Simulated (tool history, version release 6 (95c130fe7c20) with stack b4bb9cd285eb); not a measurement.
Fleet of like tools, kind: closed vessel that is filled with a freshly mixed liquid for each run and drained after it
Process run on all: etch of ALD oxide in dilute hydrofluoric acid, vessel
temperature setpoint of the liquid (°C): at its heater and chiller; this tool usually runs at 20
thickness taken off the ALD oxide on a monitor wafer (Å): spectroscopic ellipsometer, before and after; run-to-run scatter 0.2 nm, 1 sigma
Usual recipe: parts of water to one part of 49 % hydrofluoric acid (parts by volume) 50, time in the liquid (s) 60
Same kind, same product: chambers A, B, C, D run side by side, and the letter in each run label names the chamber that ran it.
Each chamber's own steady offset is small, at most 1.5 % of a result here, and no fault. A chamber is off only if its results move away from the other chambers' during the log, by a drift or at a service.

run   hour  temperature setpoint of the liquid (°C)  parts of water to one part of 49 % hydrofluoric acid (parts by volume)  time in the liquid (s)  hours since the thermometer was replaced  hours since the hydrofluoric acid flow meter was replaced  read-back film thickness of the ALD oxide reference wafer, read on the same gauge (nm)  thickness taken off the ALD oxide on a monitor wafer (Å)
 1C   10.7                                       20                                                                      50                      60                                     936.3                                                      417.9                                                                                  139.99                                                    344.50
 2B   18.7                                       20                                                                      50                      60                                    1220.3                                                      251.0                                                                                  139.99                                                    339.58
 3D   29.3                                       20                                                                      50                      60                                     194.0                                                      465.1                                                                                  140.00                                                    343.66
 4A   39.7                                       20                                                                      50                      60                                     622.4                                                      686.7                                                                                  139.99                                                    338.03
 5A   52.6                                       20                                                                      50                      60                                     635.3                                                      699.6                                                                                  140.03                                                    340.07
 6C   59.2                                       20                                                                      50                      60                                     984.8                                                      466.4                                                                                  139.97                                                    340.90
 7D   72.9                                       20                                                                      65                      60                                     237.6                                                      508.7                                                                                  139.99                                                    259.31
 8B   86.9                                       20                                                                      65                      60                                    1288.5                                                      319.2                                                                                  140.03                                                    258.15
 9A   97.1                                       20                                                                      65                      60                                     679.8                                                      744.1                                                                                  140.01                                                    253.91
10B  104.9                                       20                                                                      65                      60                                    1306.5                                                      337.2                                                                                  140.01                                                    254.74
11C  115.4                                       20                                                                      50                      60                                    1041.0                                                      522.6                                                                                  140.03                                                    337.61
     116.4  -- chamber C: hydrofluoric acid flow meter replaced
12D  128.2                                       20                                                                      50                      60                                     292.9                                                      564.0                                                                                  139.98                                                    345.08
13B  139.5                                       20                                                                      50                      60                                    1341.1                                                      371.8                                                                                  140.02                                                    339.10
14C  152.7                                       17                                                                      50                      40                                    1078.3                                                       36.4                                                                                  139.98                                                    199.37
15A  165.1                                       17                                                                      50                      40                                     747.8                                                      812.1                                                                                  139.99                                                    199.62
     174.5  -- chamber A: thermometer replaced
16D  178.5                                       17                                                                      50                      40                                     343.2                                                      614.3                                                                                  140.00                                                    201.39
17D  192.4                                       17                                                                      50                      40                                     357.1                                                      628.2                                                                                  140.01                                                    202.26
18A  200.2                                       20                                                                      50                      60                                      25.7                                                      847.2                                                                                  140.00                                                    339.33
19C  209.6                                       20                                                                      50                      60                                    1135.2                                                       93.3                                                                                  140.02                                                    339.62
20B  220.9                                       20                                                                      50                      60                                    1422.5                                                      453.2                                                                                  140.00                                                    339.79
21D  234.9                                       20                                                                      30                      60                                     399.6                                                      670.7                                                                                  139.99                                                    595.86
22B  241.9                                       20                                                                      30                      60                                    1443.5                                                      474.2                                                                                  139.99                                                    584.39
23A  255.3                                       20                                                                      30                      60                                      80.8                                                      902.3                                                                                  140.01                                                    584.44
24C  268.5                                       20                                                                      30                      60                                    1194.1                                                      152.2                                                                                  139.98                                                    584.47

All chambers now run identical settings, listed one chamber a line with results as question marks. What results will each chamber show?
25A  278.6                                       20                                                                      70                      60                                                                                                                                                                                                                                                      ?
25B  278.6                                       20                                                                      70                      60                                                                                                                                                                                                                                                      ?
25C  278.6                                       20                                                                      70                      60                                                                                                                                                                                                                                                      ?
25D  278.6                                       20                                                                      70                      60                                                                                                                                                                                                                                                      ?

run  thickness taken off the ALD oxide on a monitor wafer (Å)
25A                                                    234.55
25B                                                    234.88
25C                                                    239.78
25D                                                    238.97

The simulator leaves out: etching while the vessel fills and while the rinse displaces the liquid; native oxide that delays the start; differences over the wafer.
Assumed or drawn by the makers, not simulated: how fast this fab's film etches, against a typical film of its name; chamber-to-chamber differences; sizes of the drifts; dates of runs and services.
